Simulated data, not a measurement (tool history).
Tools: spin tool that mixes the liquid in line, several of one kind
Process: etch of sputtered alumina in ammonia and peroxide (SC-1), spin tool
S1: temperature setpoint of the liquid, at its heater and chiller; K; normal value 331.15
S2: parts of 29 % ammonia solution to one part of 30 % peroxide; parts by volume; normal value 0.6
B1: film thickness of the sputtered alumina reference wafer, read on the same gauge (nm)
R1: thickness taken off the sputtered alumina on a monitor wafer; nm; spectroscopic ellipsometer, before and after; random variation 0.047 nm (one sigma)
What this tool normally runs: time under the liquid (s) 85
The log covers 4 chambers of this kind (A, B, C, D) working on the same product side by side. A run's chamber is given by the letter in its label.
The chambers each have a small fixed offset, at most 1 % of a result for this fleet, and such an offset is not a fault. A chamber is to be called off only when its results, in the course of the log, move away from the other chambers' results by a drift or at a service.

{"run": "1B", "hour": 9.4, "S1": 331.15, "S2": 0.6, "time under the liquid (s)": 85, "B1": 150.01, "R1": 5.058}
{"hour": 18.3, "done": "chamber B: thermometer replaced"}
{"run": "2D", "hour": 19.1, "S1": 331.15, "S2": 0.6, "time under the liquid (s)": 85, "B1": 150.04, "R1": 5.0676}
{"run": "3A", "hour": 32.5, "S1": 331.15, "S2": 0.6, "time under the liquid (s)": 85, "B1": 149.99, "R1": 5.0876}
{"run": "4C", "hour": 46.5, "S1": 331.15, "S2": 0.6, "time under the liquid (s)": 85, "B1": 150.02, "R1": 5.0676}
{"hour": 57.4, "done": "chamber D: new drum of ammonia solution connected"}
{"run": "5C", "hour": 59.5, "S1": 331.15, "S2": 0.8, "time under the liquid (s)": 45, "B1": 149.98, "R1": 2.8237}
{"run": "6D", "hour": 72.2, "S1": 331.15, "S2": 0.8, "time under the liquid (s)": 45, "B1": 150.01, "R1": 2.7666}
{"run": "7A", "hour": 81.6, "S1": 331.15, "S2": 0.8, "time under the liquid (s)": 45, "B1": 149.99, "R1": 2.8036}
{"run": "8B", "hour": 95.8, "S1": 331.15, "S2": 0.8, "time under the liquid (s)": 45, "B1": 149.95, "R1": 2.7494}
{"run": "9B", "hour": 103.5, "S1": 331.15, "S2": 0.6, "time under the liquid (s)": 120, "B1": 149.95, "R1": 7.0741}
{"run": "10A", "hour": 112.1, "S1": 331.15, "S2": 0.6, "time under the liquid (s)": 120, "B1": 149.97, "R1": 7.1292}
{"run": "11C", "hour": 122.5, "S1": 331.15, "S2": 0.6, "time under the liquid (s)": 120, "B1": 149.98, "R1": 7.237}
{"run": "12D", "hour": 132.1, "S1": 331.15, "S2": 0.6, "time under the liquid (s)": 120, "B1": 149.98, "R1": 7.2387}
{"hour": 140.9, "done": "chamber B: new drum of ammonia solution connected"}
{"run": "13B", "hour": 142.1, "S1": 331.15, "S2": 0.6, "time under the liquid (s)": 85, "B1": 150.06, "R1": 5.0241}
{"run": "14C", "hour": 150.6, "S1": 331.15, "S2": 0.6, "time under the liquid (s)": 85, "B1": 149.99, "R1": 5.0527}
{"run": "15D", "hour": 165.2, "S1": 331.15, "S2": 0.6, "time under the liquid (s)": 85, "B1": 150.0, "R1": 5.1232}
{"hour": 173.6, "done": "chamber A: new drum of ammonia solution connected"}
{"run": "16A", "hour": 174.3, "S1": 331.15, "S2": 0.6, "time under the liquid (s)": 85, "B1": 150.02, "R1": 4.9328}
{"run": "17D", "hour": 183.9, "S1": 331.15, "S2": 0.6, "time under the liquid (s)": 85, "B1": 149.96, "R1": 5.0939}
{"run": "18C", "hour": 193.2, "S1": 331.15, "S2": 0.6, "time under the liquid (s)": 85, "B1": 150.01, "R1": 5.1343}
{"run": "19B", "hour": 208.1, "S1": 331.15, "S2": 0.6, "time under the liquid (s)": 85, "B1": 150.02, "R1": 5.0708}
{"run": "20A", "hour": 219.2, "S1": 324.15, "S2": 0.6, "time under the liquid (s)": 85, "B1": 150.01, "R1": 3.4193}
{"run": "21B", "hour": 227.9, "S1": 324.15, "S2": 0.6, "time under the liquid (s)": 85, "B1": 149.96, "R1": 3.3953}
{"run": "22A", "hour": 243.0, "S1": 324.15, "S2": 0.6, "time under the liquid (s)": 85, "B1": 150.01, "R1": 3.3272}
{"hour": 248.3, "done": "chamber C: new drum of ammonia solution connected"}
{"run": "23D", "hour": 252.6, "S1": 324.15, "S2": 0.6, "time under the liquid (s)": 85, "B1": 149.96, "R1": 3.498}
{"run": "24C", "hour": 266.4, "S1": 331.15, "S2": 0.6, "time under the liquid (s)": 85, "B1": 149.99, "R1": 5.0661}
{"hour": 268.0, "done": "chamber D: thermometer replaced"}
{"run": "25A", "hour": 276.6, "S1": 331.15, "S2": 0.6, "time under the liquid (s)": 85, "B1": 149.98, "R1": 4.8414}
{"run": "26B", "hour": 288.9, "S1": 331.15, "S2": 0.6, "time under the liquid (s)": 85, "B1": 149.96, "R1": 5.0161}
{"run": "27C", "hour": 295.9, "S1": 331.15, "S2": 0.6, "time under the liquid (s)": 85, "B1": 150.01, "R1": 4.9903}
{"run": "28D", "hour": 307.4, "S1": 331.15, "S2": 0.6, "time under the liquid (s)": 85, "B1": 150.0, "R1": 5.023}
{"run": "29B", "hour": 320.1, "S1": 331.15, "S2": 0.6, "time under the liquid (s)": 85, "B1": 150.02, "R1": 5.0578}
{"run": "30C", "hour": 327.3, "S1": 324.15, "S2": 0.6, "time under the liquid (s)": 85, "B1": 149.98, "R1": 3.5013}
{"run": "31A", "hour": 336.4, "S1": 324.15, "S2": 0.6, "time under the liquid (s)": 85, "B1": 150.04, "R1": 3.2503}
{"run": "32D", "hour": 349.9, "S1": 324.15, "S2": 0.6, "time under the liquid (s)": 85, "B1": 149.94, "R1": 3.5255}
{"run": "33C", "hour": 358.6, "S1": 324.15, "S2": 0.6, "time under the liquid (s)": 85, "B1": 149.99, "R1": 3.4908}
{"run": "34D", "hour": 373.7, "S1": 339.65, "S2": 0.6, "time under the liquid (s)": 115, "B1": 150.02, "R1": 10.712}

All 4 chambers run these settings next. Forecast each chamber's results:
{"run": "35A", "hour": 384.6, "S1": 331.15, "S2": 0.6, "time under the liquid (s)": 85, "R1": "?"}
{"run": "35B", "hour": 384.6, "S1": 331.15, "S2": 0.6, "time under the liquid (s)": 85, "R1": "?"}
{"run": "35C", "hour": 384.6, "S1": 331.15, "S2": 0.6, "time under the liquid (s)": 85, "R1": "?"}
{"run": "35D", "hour": 384.6, "S1": 331.15, "S2": 0.6, "time under the liquid (s)": 85, "R1": "?"}

run=35A R1=4.7576
run=35B R1=5.0162
run=35C R1=5.1446
run=35D R1=5.0246
